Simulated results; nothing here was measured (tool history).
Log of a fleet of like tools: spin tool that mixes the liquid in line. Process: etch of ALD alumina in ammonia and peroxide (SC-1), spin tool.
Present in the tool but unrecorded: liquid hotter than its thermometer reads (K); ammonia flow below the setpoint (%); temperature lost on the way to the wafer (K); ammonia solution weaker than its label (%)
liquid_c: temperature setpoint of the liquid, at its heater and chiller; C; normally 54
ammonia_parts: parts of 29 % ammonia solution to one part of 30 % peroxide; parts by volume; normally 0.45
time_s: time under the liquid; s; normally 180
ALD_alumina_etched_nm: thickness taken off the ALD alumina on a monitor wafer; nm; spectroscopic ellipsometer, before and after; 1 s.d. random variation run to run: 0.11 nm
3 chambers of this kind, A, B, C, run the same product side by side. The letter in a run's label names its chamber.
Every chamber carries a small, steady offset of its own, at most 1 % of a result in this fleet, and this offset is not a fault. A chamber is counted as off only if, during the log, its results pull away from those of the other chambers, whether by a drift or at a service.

run,day,liquid_c,ammonia_parts,time_s,hours since the thermometer was replaced,hours since the ammonia flow meter was replaced,hours since the heated supply line was repaired,hours since the drum of ammonia solution was connected,"read-back film thickness of the ALD alumina reference wafer, read on the same gauge (nm)",ALD_alumina_etched_nm
# day 0.371: chamber B: ammonia flow meter replaced
1C,0.517,54,0.45,180,2594,595.9,161.3,507.9,149.99,12.689
2B,0.954,54,0.45,180,1542.5,14.1,373.4,204.1,149.98,12.526
3A,1.371,54,0.45,180,1212.8,1947.2,741.3,173,149.99,12.469
4C,1.712,54,0.45,180,2622.7,624.6,190,536.6,150,12.598
5B,2.146,54,0.45,180,1571.1,42.7,402,232.7,149.95,12.622
6A,2.417,54,0.45,180,1237.9,1972.3,766.4,198.1,150.04,12.523
# day 2.517: chamber B: new drum of ammonia solution connected
7A,2.804,54,0.45,180,1247.2,1981.6,775.7,207.4,149.99,12.302
# day 3.029: chamber C: new drum of ammonia solution connected
8B,3.108,54,0.65,270,1594.2,65.8,425.1,14.3,149.95,19.634
9C,3.504,54,0.65,270,2665.7,667.6,233,11.4,150.02,19.815
10B,3.838,54,0.65,270,1611.7,83.3,442.6,31.8,149.98,19.454
11C,4.225,54,0.45,180,2683,684.9,250.3,28.7,150,12.756
12A,4.546,54,0.45,180,1289,2023.4,817.5,249.2,150.02,12.423
# day 4.629: chamber C: thermometer replaced
13C,4.812,54,0.45,180,4.5,699,264.4,42.8,150,12.497
14B,5.05,54,0.45,180,1640.8,112.4,471.7,60.9,149.96,12.661
15A,5.371,54,0.45,180,1308.8,2043.2,837.3,269,150.02,12.458
16B,5.621,54,0.45,180,1654.5,126.1,485.4,74.6,149.99,12.962
17C,5.862,54,0.45,180,29.7,724.2,289.6,68,149.99,12.865
18A,6.288,63.5,0.4,180,1330.8,2065.2,859.3,291,149.96,20.436
19C,6.612,63.5,0.4,180,47.7,742.2,307.6,86,150.01,20.738
20B,6.925,63.5,0.4,180,1685.8,157.4,516.7,105.9,150,20.7
21A,7.267,54,0.45,180,1354.3,2088.7,882.8,314.5,149.99,12.415
22A,7.617,54,0.45,180,1362.7,2097.1,891.2,322.9,149.97,12.476
23C,7.942,54,0.45,180,79.6,774.1,339.5,117.9,150.01,12.714
24B,8.312,54,0.45,180,1719.1,190.7,550,139.2,150,12.758
25B,8.729,63,0.3,180,1729.1,200.7,560,149.2,149.98,19.941
26A,9.062,63,0.3,180,1397.4,2131.8,925.9,357.6,149.99,19.176
27C,9.562,63,0.3,180,118.5,813,378.4,156.8,150.02,19.061
28A,10.025,54,0.45,180,1420.5,2154.9,949,380.7,150.02,12.635
29B,10.538,54,0.45,180,1772.5,244.1,603.4,192.6,150.05,13.121
30C,10.888,54,0.45,180,150.3,844.8,410.2,188.6,150.03,12.68
31C,11.292,54,0.45,180,160,854.5,419.9,198.3,150,12.807
32B,11.529,54,0.3,180,1796.3,267.9,627.2,216.4,150.02,12.459
# day 11.975: chamber B: new drum of ammonia solution connected
33A,12.054,54,0.3,180,1469.2,2203.6,997.7,429.4,150.01,12.043
34B,12.492,54,0.3,180,1819.4,291,650.3,12.5,149.96,12.638
35C,12.729,54,0.45,180,194.5,889,454.4,232.8,150,12.721
36A,13.133,54,0.45,180,1495.1,2229.5,1023.6,455.3,149.99,12.45
37C,13.404,54,0.3,125,210.7,905.2,470.6,249,150.01,8.5012

Next, all 3 chambers run the settings below, one line each with question marks for the results. What does each chamber give?
38A,13.779,49.5,0.45,180,,,,,,?
38B,13.779,49.5,0.45,180,,,,,,?
38C,13.779,49.5,0.45,180,,,,,,?

run,ALD_alumina_etched_nm
38A,9.7302
38B,10.477
38C,9.8837
